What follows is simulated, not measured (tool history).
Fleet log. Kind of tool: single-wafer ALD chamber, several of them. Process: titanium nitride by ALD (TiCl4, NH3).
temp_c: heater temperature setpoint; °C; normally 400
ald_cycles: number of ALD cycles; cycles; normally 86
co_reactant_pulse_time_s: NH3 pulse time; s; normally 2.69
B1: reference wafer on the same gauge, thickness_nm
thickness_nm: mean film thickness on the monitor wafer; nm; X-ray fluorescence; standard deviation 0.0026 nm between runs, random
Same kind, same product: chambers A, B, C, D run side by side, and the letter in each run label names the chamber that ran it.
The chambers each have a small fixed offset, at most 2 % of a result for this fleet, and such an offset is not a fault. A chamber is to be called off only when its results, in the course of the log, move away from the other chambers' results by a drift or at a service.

{"run": "1A", "hour": 10.4, "temp_c": 400, "ald_cycles": 86, "co_reactant_pulse_time_s": 2.69, "B1": 2.1103, "thickness_nm": 1.9188}
{"run": "2C", "hour": 15.1, "temp_c": 400, "ald_cycles": 86, "co_reactant_pulse_time_s": 2.69, "B1": 2.1106, "thickness_nm": 1.902}
{"run": "3D", "hour": 23.1, "temp_c": 400, "ald_cycles": 86, "co_reactant_pulse_time_s": 2.69, "B1": 2.1116, "thickness_nm": 1.9498}
{"run": "4B", "hour": 30.0, "temp_c": 400, "ald_cycles": 86, "co_reactant_pulse_time_s": 2.69, "B1": 2.1114, "thickness_nm": 1.9239}
{"run": "5A", "hour": 39.1, "temp_c": 400, "ald_cycles": 86, "co_reactant_pulse_time_s": 2.69, "B1": 2.1123, "thickness_nm": 1.9262}
{"run": "6B", "hour": 45.4, "temp_c": 400, "ald_cycles": 86, "co_reactant_pulse_time_s": 2.69, "B1": 2.1126, "thickness_nm": 1.928}
{"run": "7D", "hour": 50.3, "temp_c": 400, "ald_cycles": 86, "co_reactant_pulse_time_s": 2.69, "B1": 2.113, "thickness_nm": 1.9504}
{"run": "8C", "hour": 56.1, "temp_c": 400, "ald_cycles": 86, "co_reactant_pulse_time_s": 2.69, "B1": 2.1136, "thickness_nm": 1.9062}
{"run": "9C", "hour": 66.4, "temp_c": 400, "ald_cycles": 86, "co_reactant_pulse_time_s": 2.69, "B1": 2.1141, "thickness_nm": 1.9036}
{"run": "10B", "hour": 76.0, "temp_c": 400, "ald_cycles": 86, "co_reactant_pulse_time_s": 2.69, "B1": 2.114, "thickness_nm": 1.9291}
{"run": "11D", "hour": 82.7, "temp_c": 400, "ald_cycles": 86, "co_reactant_pulse_time_s": 2.69, "B1": 2.1148, "thickness_nm": 1.954}
{"run": "12A", "hour": 90.9, "temp_c": 400, "ald_cycles": 86, "co_reactant_pulse_time_s": 2.69, "B1": 2.115, "thickness_nm": 1.9243}
{"run": "13B", "hour": 96.6, "temp_c": 400, "ald_cycles": 86, "co_reactant_pulse_time_s": 2.69, "B1": 2.1149, "thickness_nm": 1.9296}
{"run": "14C", "hour": 103.5, "temp_c": 400, "ald_cycles": 86, "co_reactant_pulse_time_s": 2.69, "B1": 2.1165, "thickness_nm": 1.9046}
{"run": "15D", "hour": 110.4, "temp_c": 400, "ald_cycles": 86, "co_reactant_pulse_time_s": 2.69, "B1": 2.1163, "thickness_nm": 1.9591}
{"run": "16A", "hour": 115.6, "temp_c": 400, "ald_cycles": 86, "co_reactant_pulse_time_s": 2.69, "B1": 2.116, "thickness_nm": 1.9254}
{"run": "17B", "hour": 125.8, "temp_c": 400, "ald_cycles": 86, "co_reactant_pulse_time_s": 2.69, "B1": 2.1178, "thickness_nm": 1.9312}
{"run": "18C", "hour": 136.1, "temp_c": 400, "ald_cycles": 86, "co_reactant_pulse_time_s": 2.69, "B1": 2.1175, "thickness_nm": 1.9048}
{"run": "19D", "hour": 142.7, "temp_c": 400, "ald_cycles": 86, "co_reactant_pulse_time_s": 2.69, "B1": 2.1178, "thickness_nm": 1.9589}
{"run": "20A", "hour": 149.7, "temp_c": 400, "ald_cycles": 86, "co_reactant_pulse_time_s": 2.69, "B1": 2.1189, "thickness_nm": 1.9247}
{"run": "21C", "hour": 159.8, "temp_c": 400, "ald_cycles": 86, "co_reactant_pulse_time_s": 2.69, "B1": 2.1191, "thickness_nm": 1.91}
{"run": "22A", "hour": 165.6, "temp_c": 400, "ald_cycles": 98, "co_reactant_pulse_time_s": 3.16, "B1": 2.1196, "thickness_nm": 2.2081}
{"run": "23B", "hour": 172.2, "temp_c": 400, "ald_cycles": 98, "co_reactant_pulse_time_s": 3.16, "B1": 2.1194, "thickness_nm": 2.2139}
{"run": "24D", "hour": 181.0, "temp_c": 400, "ald_cycles": 98, "co_reactant_pulse_time_s": 3.16, "B1": 2.1203, "thickness_nm": 2.2442}
{"run": "25B", "hour": 186.5, "temp_c": 400, "ald_cycles": 98, "co_reactant_pulse_time_s": 3.16, "B1": 2.1203, "thickness_nm": 2.2156}
{"run": "26C", "hour": 194.9, "temp_c": 400, "ald_cycles": 86, "co_reactant_pulse_time_s": 2.69, "B1": 2.1205, "thickness_nm": 1.9064}
{"run": "27D", "hour": 202.1, "temp_c": 400, "ald_cycles": 86, "co_reactant_pulse_time_s": 2.69, "B1": 2.1209, "thickness_nm": 1.9603}
{"run": "28A", "hour": 209.2, "temp_c": 400, "ald_cycles": 86, "co_reactant_pulse_time_s": 2.69, "B1": 2.1215, "thickness_nm": 1.9281}

For the next run the whole fleet of 4 chambers uses the same settings. Give each chamber's results:
{"run": "29A", "hour": 216.6, "temp_c": 400, "ald_cycles": 86, "co_reactant_pulse_time_s": 2.69, "thickness_nm": "?"}
{"run": "29B", "hour": 216.6, "temp_c": 400, "ald_cycles": 86, "co_reactant_pulse_time_s": 2.69, "thickness_nm": "?"}
{"run": "29C", "hour": 216.6, "temp_c": 400, "ald_cycles": 86, "co_reactant_pulse_time_s": 2.69, "thickness_nm": "?"}
{"run": "29D", "hour": 216.6, "temp_c": 400, "ald_cycles": 86, "co_reactant_pulse_time_s": 2.69, "thickness_nm": "?"}

run=29A thickness_nm=1.9293
run=29B thickness_nm=1.9330
run=29C thickness_nm=1.9150
run=29D thickness_nm=1.9626
